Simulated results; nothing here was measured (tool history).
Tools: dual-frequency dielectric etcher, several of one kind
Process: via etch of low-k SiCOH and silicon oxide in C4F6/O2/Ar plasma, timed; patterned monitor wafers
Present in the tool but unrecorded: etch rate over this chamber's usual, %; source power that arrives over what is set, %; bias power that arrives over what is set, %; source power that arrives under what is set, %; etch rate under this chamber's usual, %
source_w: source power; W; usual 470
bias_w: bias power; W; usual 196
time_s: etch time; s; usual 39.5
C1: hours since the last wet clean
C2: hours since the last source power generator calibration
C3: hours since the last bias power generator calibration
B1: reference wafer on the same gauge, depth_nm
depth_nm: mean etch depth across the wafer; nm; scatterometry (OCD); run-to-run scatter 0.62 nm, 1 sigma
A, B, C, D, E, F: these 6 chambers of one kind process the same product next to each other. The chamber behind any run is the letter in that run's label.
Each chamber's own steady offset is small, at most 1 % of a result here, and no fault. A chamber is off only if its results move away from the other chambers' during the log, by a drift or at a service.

Run 1F, hour 2.5: usual settings; C1 95.5; C2 442.9; C3 809.8; B1 110.75. Result: depth_nm 102.790 nm.
Run 2D, hour 4.6: usual settings; C1 258.2; C2 780.3; C3 3200.4; B1 111.01. Result: depth_nm 101.950 nm.
Run 3A, hour 7.9: usual settings; C1 94.9; C2 2017.6; C3 1518.5; B1 110.88. Result: depth_nm 102.440 nm.
Run 4E, hour 12.4: usual settings; C1 340.3; C2 545.5; C3 157.0; B1 111.01. Result: depth_nm 101.480 nm.
Run 5B, hour 16.3: usual settings; C1 23.6; C2 1566.7; C3 1338.1; B1 110.94. Result: depth_nm 100.730 nm.
Run 6C, hour 20.3: usual settings; C1 271.9; C2 1208.8; C3 2789.1; B1 111.05. Result: depth_nm 102.800 nm.
Run 7D, hour 24.1: usual settings but source_w 420 W; C1 277.7; C2 799.8; C3 3219.9; B1 111.06. Result: depth_nm 96.738 nm.
Run 8C, hour 27.4: usual settings but source_w 420 W; C1 279.0; C2 1215.9; C3 2796.2; B1 111.14. Result: depth_nm 98.574 nm.
Run 9F, hour 29.6: usual settings but source_w 420 W; C1 122.6; C2 470.0; C3 836.9; B1 111.12. Result: depth_nm 97.227 nm.
Run 10A, hour 34.0: usual settings but source_w 420 W; C1 121.0; C2 2043.7; C3 1544.6; B1 111.08. Result: depth_nm 98.297 nm.
Run 11B, hour 38.2: usual settings but source_w 420 W; C1 45.5; C2 1588.6; C3 1360.0; B1 111.08. Result: depth_nm 97.086 nm.
Run 12E, hour 41.5: usual settings but source_w 420 W; C1 369.4; C2 574.6; C3 186.1; B1 111.05. Result: depth_nm 96.796 nm.
Run 13C, hour 45.7: usual settings; C1 297.3; C2 1234.2; C3 2814.5; B1 110.99. Result: depth_nm 102.400 nm.
Run 14A, hour 50.0: usual settings but source_w 570 W, time_s 30.0 s; C1 137.0; C2 2059.7; C3 1560.6; B1 111.00. Result: depth_nm 84.154 nm.
At hour 54.5: chamber E: wet clean of the chamber.
Run 15B, hour 54.8: usual settings but source_w 570 W, time_s 30.0 s; C1 62.1; C2 1605.2; C3 1376.6; B1 110.95. Result: depth_nm 83.622 nm.
Run 16D, hour 57.1: usual settings but source_w 570 W, time_s 30.0 s; C1 310.7; C2 832.8; C3 3252.9; B1 110.91. Result: depth_nm 83.818 nm.
Run 17F, hour 61.2: usual settings but source_w 570 W, time_s 30.0 s; C1 154.2; C2 501.6; C3 868.5; B1 110.85. Result: depth_nm 83.967 nm.
Run 18E, hour 64.1: usual settings but source_w 570 W, time_s 30.0 s; C1 9.6; C2 597.2; C3 208.7; B1 111.04. Result: depth_nm 81.258 nm.
Run 19C, hour 68.6: usual settings but source_w 570 W, time_s 30.0 s; C1 320.2; C2 1257.1; C3 2837.4; B1 111.10. Result: depth_nm 85.127 nm.
Run 20B, hour 71.7: usual settings; C1 79.0; C2 1622.1; C3 1393.5; B1 110.91. Result: depth_nm 101.560 nm.
Run 21F, hour 76.2: usual settings; C1 169.2; C2 516.6; C3 883.5; B1 111.06. Result: depth_nm 102.190 nm.
Run 22A, hour 80.6: usual settings; C1 167.6; C2 2090.3; C3 1591.2; B1 111.12. Result: depth_nm 103.010 nm.
Run 23D, hour 83.1: usual settings; C1 336.7; C2 858.8; C3 3278.9; B1 111.05. Result: depth_nm 101.630 nm.
Run 24E, hour 86.8: usual settings; C1 32.3; C2 619.9; C3 231.4; B1 111.03. Result: depth_nm 97.866 nm.
Run 25A, hour 90.5: usual settings; C1 177.5; C2 2100.2; C3 1601.1; B1 110.94. Result: depth_nm 102.470 nm.
Run 26B, hour 95.3: usual settings but source_w 400 W, time_s 50.5 s; C1 102.6; C2 1645.7; C3 1417.1; B1 110.98. Result: depth_nm 122.180 nm.
Run 27E, hour 100.1: usual settings but source_w 400 W, time_s 50.5 s; C1 45.6; C2 633.2; C3 244.7; B1 111.08. Result: depth_nm 118.200 nm.
Run 28C, hour 103.6: usual settings but source_w 400 W, time_s 50.5 s; C1 355.2; C2 1292.1; C3 2872.4; B1 111.04. Result: depth_nm 123.300 nm.
Run 29F, hour 106.1: usual settings but source_w 400 W, time_s 50.5 s; C1 199.1; C2 546.5; C3 913.4; B1 111.08. Result: depth_nm 122.290 nm.
Run 30D, hour 109.5: usual settings but source_w 400 W, time_s 50.5 s; C1 363.1; C2 885.2; C3 3305.3; B1 111.14. Result: depth_nm 122.890 nm.
Run 31B, hour 111.9: usual settings but source_w 400 W, time_s 50.5 s; C1 119.2; C2 1662.3; C3 1433.7; B1 111.00. Result: depth_nm 122.780 nm.
Run 32D, hour 114.5: usual settings; C1 368.1; C2 890.2; C3 3310.3; B1 110.91. Result: depth_nm 102.290 nm.
Run 33C, hour 117.8: usual settings; C1 369.4; C2 1306.3; C3 2886.6; B1 110.98. Result: depth_nm 102.690 nm.
Run 34F, hour 122.1: usual settings; C1 215.1; C2 562.5; C3 929.4; B1 111.11. Result: depth_nm 102.810 nm.
Run 35E, hour 126.2: usual settings; C1 71.7; C2 659.3; C3 270.8; B1 111.16. Result: depth_nm 97.650 nm.
Run 36A, hour 130.6: usual settings; C1 217.6; C2 2140.3; C3 1641.2; B1 111.01. Result: depth_nm 103.020 nm.
Run 37E, hour 133.2: usual settings but source_w 530 W, time_s 31.5 s; C1 78.7; C2 666.3; C3 277.8; B1 110.75. Result: depth_nm 81.807 nm.
Run 38A, hour 137.8: usual settings but source_w 530 W, time_s 31.5 s; C1 224.8; C2 2147.5; C3 1648.4; B1 110.86. Result: depth_nm 86.690 nm.
Run 39F, hour 141.9: usual settings but source_w 530 W, time_s 31.5 s; C1 234.9; C2 582.3; C3 949.2; B1 111.00. Result: depth_nm 85.076 nm.
Run 40B, hour 145.4: usual settings but source_w 530 W, time_s 31.5 s; C1 152.7; C2 1695.8; C3 1467.2; B1 111.00. Result: depth_nm 84.336 nm.
Run 41C, hour 147.8: usual settings but source_w 530 W, time_s 31.5 s; C1 399.4; C2 1336.3; C3 2916.6; B1 111.05. Result: depth_nm 86.030 nm.

The same settings go to every chamber for the next run, one line per chamber below. Forecast the results for each:
Run 42A, hour 151.2: usual settings but time_s 48.5 s. Result: depth_nm ?.
Run 42B, hour 151.2: usual settings but time_s 48.5 s. Result: depth_nm ?.
Run 42C, hour 151.2: usual settings but time_s 48.5 s. Result: depth_nm ?.
Run 42D, hour 151.2: usual settings but time_s 48.5 s. Result: depth_nm ?.
Run 42E, hour 151.2: usual settings but time_s 48.5 s. Result: depth_nm ?.
Run 42F, hour 151.2: usual settings but time_s 48.5 s. Result: depth_nm ?.

run  depth_nm
42A   124.150
42B   125.160
42C   125.550
42D   125.280
42E   119.960
42F   125.080

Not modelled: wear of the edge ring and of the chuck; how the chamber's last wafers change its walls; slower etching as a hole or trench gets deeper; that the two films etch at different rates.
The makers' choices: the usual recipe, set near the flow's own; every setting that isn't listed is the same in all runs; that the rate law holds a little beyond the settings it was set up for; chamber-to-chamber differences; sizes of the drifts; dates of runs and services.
